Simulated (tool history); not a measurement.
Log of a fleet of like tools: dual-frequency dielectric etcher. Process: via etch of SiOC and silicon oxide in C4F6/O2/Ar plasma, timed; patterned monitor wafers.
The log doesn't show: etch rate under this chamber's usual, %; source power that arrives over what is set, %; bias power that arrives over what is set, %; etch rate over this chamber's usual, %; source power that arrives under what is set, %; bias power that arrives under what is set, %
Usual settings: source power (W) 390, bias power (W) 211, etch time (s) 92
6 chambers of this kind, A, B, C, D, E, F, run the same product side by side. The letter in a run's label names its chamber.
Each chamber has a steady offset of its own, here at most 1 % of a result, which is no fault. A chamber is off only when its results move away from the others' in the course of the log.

run,hour,source power (W),bias power (W),etch time (s),hours since the last wet clean,hours since the last source power generator calibration,hours since the last bias power generator calibration,"read-back reference wafer on the same gauge, depth_nm",mean etch depth across the wafer (Å)
# hour 2: chamber D: wet clean of the chamber
1D,8.9,390,211,92,7,507.3,959.2,94.955,1083
2B,17.2,390,211,92,386.1,1099.4,2370.4,94.944,1081.1
3F,23.1,390,211,92,125.7,1537.9,791.9,94.975,1084.6
4E,30.3,390,211,92,353.4,990.8,2646.5,94.947,1079.3
5A,38.3,390,211,92,153.4,1429.5,4328.8,94.919,1074
6C,46.2,390,211,92,230.7,2207.2,3625.2,94.883,1071
7D,52.2,390,211,92,50.3,550.6,1002.5,94.893,1083.2
8E,60,390,211,92,383.1,1020.5,2676.2,94.882,1079.6
9A,64.6,390,211,92,179.7,1455.8,4355.1,94.88,1075.2
10B,69.3,390,211,92,438.2,1151.5,2422.5,94.893,1073
11C,74.5,390,211,92,259,2235.5,3653.5,94.866,1068.3
12F,80,390,211,92,182.6,1594.8,848.8,94.878,1082.4
13E,86,390,211,92,409.1,1046.5,2702.2,94.821,1076.6
# hour 86.8: chamber B: wet clean of the chamber
14F,91.7,390,211,92,194.3,1606.5,860.5,94.792,1078.3
15B,97.1,390,211,92,10.3,1179.3,2450.3,94.78,1075.5
16A,106.9,390,211,92,222,1498.1,4397.4,94.762,1072
17C,115.4,390,211,92,299.9,2276.4,3694.4,94.745,1071.2
18D,120,390,211,92,118.1,618.4,1070.3,94.723,1081.9
19A,128.6,390,211,92,243.7,1519.8,4419.1,94.704,1072.6
20E,134.4,390,211,79,457.5,1094.9,2750.6,94.706,922.65
21D,141,390,211,79,139.1,639.4,1091.3,94.685,925.88
# hour 146.4: chamber C: bias power generator calibrated
22C,149,390,211,79,333.5,2310,2.7,94.705,918.94
23B,156.7,390,211,79,69.9,1238.9,2509.9,94.662,923.96
24F,164.3,390,211,79,266.9,1679.1,933.1,94.637,928.34
25B,173,390,211,79,86.2,1255.2,2526.2,94.632,925.19
26A,178.5,390,211,92,293.6,1569.7,4469,94.622,1069
27E,188.3,390,211,92,511.4,1148.8,2804.5,94.621,1070.7
28C,196.5,390,211,92,381,2357.5,50.2,94.545,1069.9
# hour 202.7: chamber E: wet clean of the chamber
29F,204.4,390,211,92,307,1719.2,973.2,94.575,1080
# hour 206.1: chamber F: wet clean of the chamber
# hour 207.2: chamber A: bias power generator calibrated
30D,211.5,390,211,92,209.6,709.9,1161.8,94.572,1077.8
31B,216.8,390,211,92,130,1299,2570,94.503,1073.3
32F,224.7,390,237,92,18.6,1739.5,993.5,94.505,1123.5
33D,230.8,390,237,92,228.9,729.2,1181.1,94.485,1119.3
34E,235.5,390,237,92,32.9,1196,2851.7,94.502,1115.6
35C,244.4,390,237,92,428.9,2405.4,98.1,94.457,1112.7
36A,251,390,237,92,366.1,1642.2,43.9,94.493,1106.6
37C,257.8,390,237,92,442.3,2418.8,111.5,94.449,1105.4
38F,267.2,390,211,92,61.1,1782,1036,94.384,1076.6
39D,275,390,211,92,273.1,773.4,1225.3,94.451,1080
40A,282.5,390,211,92,397.6,1673.7,75.4,94.379,1066.9
41E,290.2,390,211,92,87.6,1250.7,2906.4,94.382,1069.1
42B,295.9,390,211,92,209.1,1378.1,2649.1,94.331,1069.8

Next, every chamber runs the same settings. What will each give?
43A,303,390,211,92,,,,,?
43B,303,390,211,92,,,,,?
43C,303,390,211,92,,,,,?
43D,303,390,211,92,,,,,?
43E,303,390,211,92,,,,,?
43F,303,390,211,92,,,,,?

run,mean etch depth across the wafer (Å)
43A,1066.9
43B,1072.4
43C,1067.5
43D,1073.9
43E,1069.8
43F,1078.4

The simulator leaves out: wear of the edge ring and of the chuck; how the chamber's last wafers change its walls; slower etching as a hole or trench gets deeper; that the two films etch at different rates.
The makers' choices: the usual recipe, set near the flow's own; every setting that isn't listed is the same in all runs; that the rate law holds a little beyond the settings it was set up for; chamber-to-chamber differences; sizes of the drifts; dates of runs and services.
